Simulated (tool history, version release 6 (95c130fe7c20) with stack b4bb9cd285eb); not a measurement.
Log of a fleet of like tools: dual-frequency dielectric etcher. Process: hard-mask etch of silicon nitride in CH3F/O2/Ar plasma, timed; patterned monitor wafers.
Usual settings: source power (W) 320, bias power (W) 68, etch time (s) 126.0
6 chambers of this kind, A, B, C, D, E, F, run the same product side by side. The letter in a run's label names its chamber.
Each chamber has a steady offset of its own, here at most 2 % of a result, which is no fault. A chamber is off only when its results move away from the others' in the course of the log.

run     day  source power (W)  bias power (W)  etch time (s)  hours since the last wet clean  hours since the last source power generator calibration  hours since the last bias power generator calibration  read-back reference wafer on the same gauge, depth_nm  mean etch depth across the wafer (Å)
 1A   0.283               320              68          126.0                           624.6                                                    185.3                                                  197.0                                                 91.723                                793.78
      0.692  -- chamber A: wet clean of the chamber
      0.821  -- chamber C: wet clean of the chamber
 2D   0.875               320              68          126.0                           308.5                                                   1529.6                                                 2335.7                                                 91.694                                797.92
 3F   1.412               320              68          126.0                            73.4                                                   3420.9                                                 1821.0                                                 91.719                                795.20
 4C   1.850               320              68          126.0                            24.7                                                   1363.8                                                 1994.5                                                 91.704                                792.66
 5E   2.229               320              68          126.0                           235.1                                                   1127.8                                                 1004.0                                                 91.691                                790.09
 6B   2.588               290              68          126.0                           124.5                                                   2538.2                                                 1110.2                                                 91.698                                750.27
 7D   3.125               290              68          126.0                           362.5                                                   1583.6                                                 2389.7                                                 91.693                                769.12
 8C   3.629               290              68          126.0                            67.4                                                   1406.5                                                 2037.2                                                 91.734                                764.47
 9E   4.183               290              68          126.0                           282.0                                                   1174.7                                                 1050.9                                                 91.703                                755.68
10B   4.817               290              68          126.0                           178.0                                                   2591.7                                                 1163.7                                                 91.684                                752.65
11A   5.454               290              68          126.0                           114.3                                                    309.4                                                  321.1                                                 91.681                                767.81
12F   5.804               320              68          126.0                           178.8                                                   3526.3                                                 1926.4                                                 91.715                                791.83
13D   6.350               320              73          162.5                           439.9                                                   1661.0                                                 2467.1                                                 91.719                               1055.40
14F   6.642               320              73          162.5                           198.9                                                   3546.4                                                 1946.5                                                 91.674                               1052.90
15E   7.025               320              73          162.5                           350.2                                                   1242.9                                                 1119.1                                                 91.695                               1041.90
16B   7.354               320              73          162.5                           238.9                                                   2652.6                                                 1224.6                                                 91.682                               1033.10
17A   7.896               320              73          162.5                           172.9                                                    368.0                                                  379.7                                                 91.677                               1051.20
18C   8.471               320              73          162.5                           183.6                                                   1522.7                                                 2153.4                                                 91.712                               1049.20
19D   9.104               320              62          126.0                           506.0                                                   1727.1                                                 2533.2                                                 91.689                                776.15
20F   9.429               320              62          126.0                           265.8                                                   3613.3                                                 2013.4                                                 91.683                                769.52
21C   9.738               320              62          126.0                           214.0                                                   1553.1                                                 2183.8                                                 91.703                                764.18
22E  10.050               320              62          126.0                           422.8                                                   1315.5                                                 1191.7                                                 91.712                                761.73
23A  10.525               320              62          126.0                           236.0                                                    431.1                                                  442.8                                                 91.763                                772.19
     10.746  -- chamber E: wet clean of the chamber
24B  11.112               320              62          126.0                           329.1                                                   2742.8                                                 1314.8                                                 91.696                                754.86
25E  11.421               320              68          103.0                            16.2                                                   1348.4                                                 1224.6                                                 91.713                                645.31
     11.738  -- chamber F: source power generator calibrated
26D  11.758               320              68          103.0                           569.7                                                   1790.8                                                 2596.9                                                 91.716                                655.53
27B  12.200               320              68          103.0                           355.2                                                   2768.9                                                 1340.9                                                 91.696                                641.99
28F  12.588               320              68          103.0                           341.6                                                     20.5                                                 2089.2                                                 91.700                                647.14
29A  13.108               320              68          103.0                           298.0                                                    493.1                                                  504.8                                                 91.651                                648.41
30C  13.400               320              68          103.0                           301.9                                                   1641.0                                                 2271.7                                                 91.651                                647.84
31E  13.917               320              68          126.0                            76.1                                                   1408.3                                                 1284.5                                                 91.648                                787.28
32C  14.321               320              68          126.0                           324.0                                                   1663.1                                                 2293.8                                                 91.716                                794.62
33A  14.738               320              68          126.0                           337.1                                                    532.2                                                  543.9                                                 91.736                                792.38
34D  15.046               320              68          126.0                           648.6                                                   1869.7                                                 2675.8                                                 91.657                                810.44
35F  15.329               320              68          126.0                           407.4                                                     86.3                                                 2155.0                                                 91.715                                790.87
36B  15.738               320              68          126.0                           440.1                                                   2853.8                                                 1425.8                                                 91.678                                781.88
37D  16.138               320              68          126.0                           674.8                                                   1895.9                                                 2702.0                                                 91.722                                809.98
38A  16.467               320              68          126.0                           378.6                                                    573.7                                                  585.4                                                 91.739                                796.74
39C  16.925               320              68          126.0                           386.5                                                   1725.6                                                 2356.3                                                 91.661                                790.66
40B  17.254               320              68          126.0                           476.5                                                   2890.2                                                 1462.2                                                 91.771                                779.32

Is one chamber off against the others, does the gauge drift, or is nothing wrong? If a chamber is off, say which, and what the likeliest cause is.

Chamber D drifts away from the others.
Cause: etch rate over this chamber's usual, % = 2.03.
The log may not tell that from: source power that arrives over what is set, %; bias power that arrives over what is set, %.

Here are 4 candidates for chamber D's next run, each the usual settings with a change, their results left as question marks. Which one brings its results back in line with what the others give on the usual settings?
In line means no further than this from the other chambers' mean on the usual settings: mean etch depth across the wafer (Å) 6.30
41D-1  17.721               320              81          126.0                                                                                                                                                                                                                                            ?
41D-2  17.721               320              68          122.5                                                                                                                                                                                                                                            ?
41D-3  17.721               320              68          130.0                                                                                                                                                                                                                                            ?
41D-4  17.721               270              68          126.0                                                                                                                                                                                                                                            ?

The other chambers' mean on the usual settings: mean etch depth across the wafer (Å) 789.30
  run  mean etch depth across the wafer (Å)
41D-1                                866.86
41D-2                                792.67
41D-3                                841.20
41D-4                                764.04
41D-2 brings the chamber back in line.

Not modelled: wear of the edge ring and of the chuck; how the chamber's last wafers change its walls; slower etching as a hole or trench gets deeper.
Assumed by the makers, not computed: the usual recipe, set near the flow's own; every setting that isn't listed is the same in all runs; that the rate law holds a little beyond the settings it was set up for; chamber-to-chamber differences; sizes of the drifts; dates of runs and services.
